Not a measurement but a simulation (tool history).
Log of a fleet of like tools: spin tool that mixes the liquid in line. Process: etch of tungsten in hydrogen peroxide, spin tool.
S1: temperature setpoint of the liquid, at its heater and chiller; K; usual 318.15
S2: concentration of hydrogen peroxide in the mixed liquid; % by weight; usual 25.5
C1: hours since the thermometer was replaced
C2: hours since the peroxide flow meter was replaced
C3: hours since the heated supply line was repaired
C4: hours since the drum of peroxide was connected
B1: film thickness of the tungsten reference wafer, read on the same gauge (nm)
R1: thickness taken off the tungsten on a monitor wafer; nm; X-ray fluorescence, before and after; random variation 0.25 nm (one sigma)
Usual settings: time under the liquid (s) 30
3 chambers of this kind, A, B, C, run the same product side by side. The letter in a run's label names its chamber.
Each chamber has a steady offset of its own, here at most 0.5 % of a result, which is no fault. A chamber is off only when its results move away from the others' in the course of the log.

Run 1C, hour 3.2: usual settings; C1 745.6; C2 879.8; C3 750.4; C4 413; B1 79.976. Result: R1 40.044 nm.
Run 2A, hour 10.2: usual settings; C1 330.2; C2 2023.8; C3 2149.6; C4 300.5; B1 79.986. Result: R1 39.908 nm.
Run 3B, hour 16.4: usual settings; C1 600.4; C2 886.6; C3 1542.8; C4 208; B1 79.994. Result: R1 40.933 nm.
Run 4A, hour 19.8: usual settings; C1 339.8; C2 2033.4; C3 2159.2; C4 310.1; B1 79.992. Result: R1 40.52 nm.
Run 5C, hour 25.9: usual settings; C1 768.3; C2 902.5; C3 773.1; C4 435.7; B1 79.987. Result: R1 40.084 nm.
Run 6B, hour 30.1: usual settings; C1 614.1; C2 900.3; C3 1556.5; C4 221.7; B1 79.995. Result: R1 41.132 nm.
Run 7B, hour 33.5: usual settings; C1 617.5; C2 903.7; C3 1559.9; C4 225.1; B1 80.005. Result: R1 40.738 nm.
Run 8A, hour 37.7: usual settings; C1 357.7; C2 2051.3; C3 2177.1; C4 328; B1 80.016. Result: R1 40.02 nm.
Run 9C, hour 42: usual settings; C1 784.4; C2 918.6; C3 789.2; C4 451.8; B1 80.007. Result: R1 40.917 nm.
Run 10C, hour 45.5: usual settings; C1 787.9; C2 922.1; C3 792.7; C4 455.3; B1 79.997. Result: R1 40.291 nm.
At hour 47.2: chamber C: thermometer replaced.
At hour 48.1: chamber A: new drum of peroxide connected.
Run 11B, hour 49.3: usual settings; C1 633.3; C2 919.5; C3 1575.7; C4 240.9; B1 79.987. Result: R1 40.609 nm.
Run 12A, hour 52.4: usual settings; C1 372.4; C2 2066; C3 2191.8; C4 4.3; B1 79.991. Result: R1 40.036 nm.
Run 13A, hour 55.8: usual settings; C1 375.8; C2 2069.4; C3 2195.2; C4 7.7; B1 79.974. Result: R1 40.306 nm.
Run 14C, hour 60.5: usual settings; C1 13.4; C2 937.1; C3 807.7; C4 470.3; B1 80. Result: R1 40.645 nm.
Run 15B, hour 65.2: usual settings; C1 649.2; C2 935.4; C3 1591.6; C4 256.8; B1 79.999. Result: R1 41.327 nm.
Run 16B, hour 71.1: usual settings; C1 655.1; C2 941.3; C3 1597.5; C4 262.7; B1 80.01. Result: R1 41.796 nm.
Run 17C, hour 74.9: usual settings; C1 27.8; C2 951.5; C3 822.1; C4 484.7; B1 80.027. Result: R1 40.482 nm.
Run 18A, hour 79.8: usual settings but S2 19 % by weight; C1 399.8; C2 2093.4; C3 2219.2; C4 31.7; B1 80.034. Result: R1 34.448 nm.
Run 19C, hour 83.9: usual settings but S2 19 % by weight; C1 36.8; C2 960.5; C3 831.1; C4 493.7; B1 80.009. Result: R1 34.999 nm.
Run 20A, hour 90.2: usual settings but S2 19 % by weight; C1 410.2; C2 2103.8; C3 2229.6; C4 42.1; B1 80.007. Result: R1 34.485 nm.
At hour 92.7: chamber C: new drum of peroxide connected.
Run 21B, hour 96.6: usual settings but S1 322.65 K; C1 680.6; C2 966.8; C3 1623; C4 288.2; B1 80.029. Result: R1 55.268 nm.
Run 22A, hour 100.1: usual settings but S1 322.65 K; C1 420.1; C2 2113.7; C3 2239.5; C4 52; B1 79.992. Result: R1 53.314 nm.
Run 23C, hour 104.7: usual settings but S1 322.65 K; C1 57.6; C2 981.3; C3 851.9; C4 12; B1 79.975. Result: R1 53.36 nm.
Run 24B, hour 110.9: usual settings but S1 321.15 K, time under the liquid (s) 20; C1 694.9; C2 981.1; C3 1637.3; C4 302.5; B1 80.039. Result: R1 34.095 nm.
Run 25C, hour 118.1: usual settings but S1 321.15 K, time under the liquid (s) 20; C1 71; C2 994.7; C3 865.3; C4 25.4; B1 79.967. Result: R1 32.347 nm.

All 3 chambers run these settings next. Forecast each chamber's results:
Run 26A, hour 123.3: usual settings. Result: R1 ?.
Run 26B, hour 123.3: usual settings. Result: R1 ?.
Run 26C, hour 123.3: usual settings. Result: R1 ?.

run      R1
26A  39.947
26B   43.05
26C  40.262
